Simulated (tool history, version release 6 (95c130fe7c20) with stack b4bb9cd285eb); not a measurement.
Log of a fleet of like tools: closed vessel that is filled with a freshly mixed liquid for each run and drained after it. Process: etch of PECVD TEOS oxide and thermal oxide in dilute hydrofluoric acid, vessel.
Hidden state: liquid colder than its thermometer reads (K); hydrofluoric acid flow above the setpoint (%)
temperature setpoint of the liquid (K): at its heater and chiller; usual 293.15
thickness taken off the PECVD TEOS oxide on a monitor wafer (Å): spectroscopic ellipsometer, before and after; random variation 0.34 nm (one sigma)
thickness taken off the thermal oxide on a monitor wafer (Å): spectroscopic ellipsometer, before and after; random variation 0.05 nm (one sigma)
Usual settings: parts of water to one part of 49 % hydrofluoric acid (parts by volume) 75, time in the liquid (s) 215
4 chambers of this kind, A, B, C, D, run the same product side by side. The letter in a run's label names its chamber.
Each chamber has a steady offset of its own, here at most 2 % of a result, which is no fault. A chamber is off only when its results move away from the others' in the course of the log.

run	hour	temperature setpoint of the liquid (K)	parts of water to one part of 49 % hydrofluoric acid (parts by volume)	time in the liquid (s)	hours since the thermometer was replaced	hours since the hydrofluoric acid flow meter was replaced	read-back film thickness of the PECVD TEOS oxide reference wafer, read on the same gauge (nm)	read-back film thickness of the thermal oxide reference wafer, read on the same gauge (nm)	thickness taken off the PECVD TEOS oxide on a monitor wafer (Å)	thickness taken off the thermal oxide on a monitor wafer (Å)
1C	12.9	293.15	75	215	561.7	782	130.01	150.01	493.07	114.62
2D	25.8	293.15	75	215	1251.6	227.5	129.96	150	478.42	113.97
3A	33.4	293.15	75	215	117.1	793.8	129.98	150.03	478.07	114.46
4B	44.7	293.15	75	215	888.7	345.7	129.94	150.03	482.43	114
5D	54.5	293.15	75	215	1280.3	256.2	130	149.99	482.79	114.06
6C	62.3	293.15	75	215	611.1	831.4	130.01	150	487.88	114.3
7A	74.3	296.65	105	215	158	834.7	130.01	150	390.06	91.008
8B	87.3	296.65	105	215	931.3	388.3	130	150.02	384.72	90.829
9C	101.4	296.65	105	215	650.2	870.5	130.04	149.99	383.92	90.785
10A	113.5	296.65	105	215	197.2	873.9	130.03	150.01	382.33	90.293
11D	127.9	293.15	75	215	1353.7	329.6	130	150.02	479.62	113.69
12B	135.3	293.15	50	325	979.3	436.3	129.95	149.99	1108	264.44
13C	149.5	293.15	50	325	698.3	918.6	130.01	150.01	1130.4	266.98
14A	160.8	293.15	50	325	244.5	921.2	129.96	149.98	1118.9	269.75
15B	167.9	293.15	50	325	1011.9	468.9	129.97	150	1116.2	266.28
16D	175.8	293.15	75	215	1401.6	377.5	130.02	149.99	477.04	115.03
17A	190.3	293.15	75	215	274	950.7	129.98	149.97	480.25	115.02
18D	203.9	293.15	75	215	1429.7	405.6	130	149.96	481.69	113.98
19B	211.7	295.65	75	215	1055.7	512.7	130.03	149.98	533.08	126.31
# hour 214.9: chamber D: hydrofluoric acid flow meter replaced
20C	220.5	295.65	75	215	769.3	989.6	130.01	149.96	538.2	126.41
21D	230.1	295.65	75	215	1455.9	15.3	129.97	149.97	525.88	126.72
22A	242.3	295.65	75	215	326	1002.7	129.97	150.02	533.64	127.64
23C	252.9	290.15	75	215	801.7	1022	130.02	150.02	423.7	100.93
24B	265.2	290.15	75	215	1109.2	566.2	130.01	150.02	424.85	101.06
25D	276.9	290.15	75	215	1502.7	62.1	129.97	149.98	420.08	101.18
26C	285.2	290.15	75	215	834	1054.3	130.02	149.98	426.29	100.7
27A	293.2	293.15	75	215	376.9	1053.6	130.03	149.95	481.72	115.07
28B	302.4	293.15	75	215	1146.4	603.4	129.97	150.02	489.66	113.69
29D	314.6	293.15	75	215	1540.4	99.8	129.96	150.01	472.43	114.05
30B	328.9	293.15	75	215	1172.9	629.9	129.97	150.01	477.71	112.93
31C	340.6	293.15	75	215	889.4	1109.7	130	150	487.61	113.75
32A	349.5	293.15	75	215	433.2	1109.9	130.01	150	482.02	114.14
33C	365.1	293.15	75	215	913.9	1134.2	129.96	149.97	486.46	114.46
34A	375	293.15	75	215	458.7	1135.4	130.03	150	477.19	114.81
35D	386.4	293.15	75	215	1612.2	171.6	130.02	149.98	476.78	114.87
36B	398.7	293.15	75	215	1242.7	699.7	129.99	150	487.7	112.96
37A	412.2	293.15	75	215	495.9	1172.6	130	149.99	475.3	115.02
38B	426	293.15	75	215	1270	727	130	149.95	481.84	114.32
39C	433.3	293.15	75	215	982.1	1202.4	130.04	149.97	478.75	114.02
40D	448.7	293.15	75	215	1674.5	233.9	130.01	149.97	477.86	113.56
41A	457.4	293.15	75	215	541.1	1217.8	130.04	149.98	480.1	114.84
42B	471.3	293.15	75	215	1315.3	772.3	130.01	150	480.9	113.54
43D	481.1	293.15	75	215	1706.9	266.3	130.01	150.01	479.97	114.21

Next, every chamber runs the same settings. What will each give?
44A	492.6	293.15	75	295					?	?
44B	492.6	293.15	75	295					?	?
44C	492.6	293.15	75	295					?	?
44D	492.6	293.15	75	295					?	?

run	thickness taken off the PECVD TEOS oxide on a monitor wafer (Å)	thickness taken off the thermal oxide on a monitor wafer (Å)
44A	657.16	158.06
44B	663.49	155.67
44C	672.57	157.25
44D	653.42	155.67

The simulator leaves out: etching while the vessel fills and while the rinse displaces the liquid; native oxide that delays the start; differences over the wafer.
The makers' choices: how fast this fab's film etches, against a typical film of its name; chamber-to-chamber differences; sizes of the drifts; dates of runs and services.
